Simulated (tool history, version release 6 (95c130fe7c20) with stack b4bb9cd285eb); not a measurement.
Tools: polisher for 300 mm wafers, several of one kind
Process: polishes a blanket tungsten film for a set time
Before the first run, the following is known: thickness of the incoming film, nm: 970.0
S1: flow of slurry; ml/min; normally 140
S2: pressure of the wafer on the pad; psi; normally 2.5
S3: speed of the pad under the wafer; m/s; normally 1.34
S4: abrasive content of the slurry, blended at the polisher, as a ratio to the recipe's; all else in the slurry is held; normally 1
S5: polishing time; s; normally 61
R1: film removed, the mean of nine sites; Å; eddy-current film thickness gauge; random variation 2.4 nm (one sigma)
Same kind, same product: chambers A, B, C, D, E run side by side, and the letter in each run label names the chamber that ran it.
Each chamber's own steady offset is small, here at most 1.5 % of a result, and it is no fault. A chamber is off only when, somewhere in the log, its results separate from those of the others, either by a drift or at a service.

run,hour,S1,S2,S3,S4,S5,R1
# hour 0.5: chamber C: slurry tank refilled with fresh slurry and peroxide
1D,3.3,140,2.5,1.34,1,61,2059
# hour 5.5: chamber E: slurry tank refilled with fresh slurry and peroxide
# hour 7: chamber D: slurry blender recalibrated
2E,7.3,140,2.5,1.34,1,61,2052.9
# hour 7.9: chamber A: worn pad replaced by a new one
3B,11.6,140,2.5,1.34,1,61,2057.9
# hour 14.4: chamber E: slurry blender recalibrated
4C,15.6,140,2.5,1.34,1,61,2088.3
5A,19.3,140,3.3,1.34,1,61,2786
6E,23.4,140,3.3,1.34,1,61,2795.4
# hour 24.9: chamber B: worn pad replaced by a new one
7C,26.6,140,3.3,1.34,1,61,2748.4
# hour 29.1: chamber B: slurry blender recalibrated
8B,32.1,140,3.3,1.34,1,61,2810.6
# hour 35.3: chamber C: slurry blender recalibrated
9D,35.5,140,3.3,1.34,1,61,2712.4
# hour 36.7: chamber D: slurry tank refilled with fresh slurry and peroxide
10A,40.4,140,2.5,1.34,1,61,2080.7
# hour 41.5: chamber B: slurry tank refilled with fresh slurry and peroxide
11A,43.8,140,2.5,1.34,1,61,2121.3
# hour 46.9: chamber A: slurry tank refilled with fresh slurry and peroxide
12D,49.6,140,2.5,1.34,1,61,2086.8
13E,53.3,140,2.5,1.34,1,61,2046.2
14B,57.7,140,2.5,1.34,1,61,2130.9
15C,63.4,140,2.5,1.34,1,51,1750.6
# hour 67.5: chamber B: slurry nozzle cleaned
16A,67.9,140,2.5,1.34,1,51,1739.1
# hour 68.3: chamber C: worn pad replaced by a new one
17B,73,140,2.5,1.34,1,51,1815.9
18D,76.5,140,2.5,1.34,1,51,1753.7
19E,81.6,140,2.5,1.34,1,51,1723.9
20C,86.9,140,2.5,1.34,1,61,2123.3
21E,91.9,140,2.5,1.34,1,61,2024.6
22A,97.2,140,2.5,1.12,1.15,61,1770.2
# hour 98.1: chamber D: worn pad replaced by a new one
23C,101.8,140,2.5,1.12,1.15,61,1810
# hour 106.3: chamber D: slurry tank refilled with fresh slurry and peroxide
24B,106.4,140,2.5,1.12,1.15,61,1855.5
25D,111.8,140,2.5,1.12,1.15,61,1788.1
26C,117.5,140,2.5,1.12,1.15,61,1794
27B,122.5,170,2.5,1.34,1,61,2226.9
# hour 123.2: chamber B: slurry blender recalibrated
# hour 124.9: chamber E: slurry tank refilled with fresh slurry and peroxide
28E,126.7,170,2.5,1.34,1,61,2168.2
29D,129.6,170,2.5,1.34,1,61,2173.1
30A,134.6,170,2.5,1.34,1,61,2091.2
31C,138.7,170,2.5,1.34,1,61,2221.3
32E,143.8,140,2.5,1.34,1,61,2076.6
33B,147.4,140,2.5,1.34,1,61,2079.3
# hour 151.4: chamber C: slurry tank refilled with fresh slurry and peroxide
34A,152.9,140,2.5,1.34,1,61,1906
35D,158.4,140,2.5,1.34,1,61,2080.9
# hour 160.6: chamber B: slurry tank refilled with fresh slurry and peroxide
# hour 161.1: chamber B: worn pad replaced by a new one
36C,163.7,140,2.5,1.34,1,61,2111.3
37B,167.3,140,2.5,1.34,1,61,2113.9
38D,170.6,140,2.5,1.34,1,61,2057.8

Next, all 5 chambers run the settings below, one line each with question marks for the results. What does each chamber give?
39A,174.9,140,2.5,1.34,1,61,?
39B,174.9,140,2.5,1.34,1,61,?
39C,174.9,140,2.5,1.34,1,61,?
39D,174.9,140,2.5,1.34,1,61,?
39E,174.9,140,2.5,1.34,1,61,?

run,R1
39A,1816.3
39B,2086.5
39C,2096.7
39D,2088.4
39E,2042.9

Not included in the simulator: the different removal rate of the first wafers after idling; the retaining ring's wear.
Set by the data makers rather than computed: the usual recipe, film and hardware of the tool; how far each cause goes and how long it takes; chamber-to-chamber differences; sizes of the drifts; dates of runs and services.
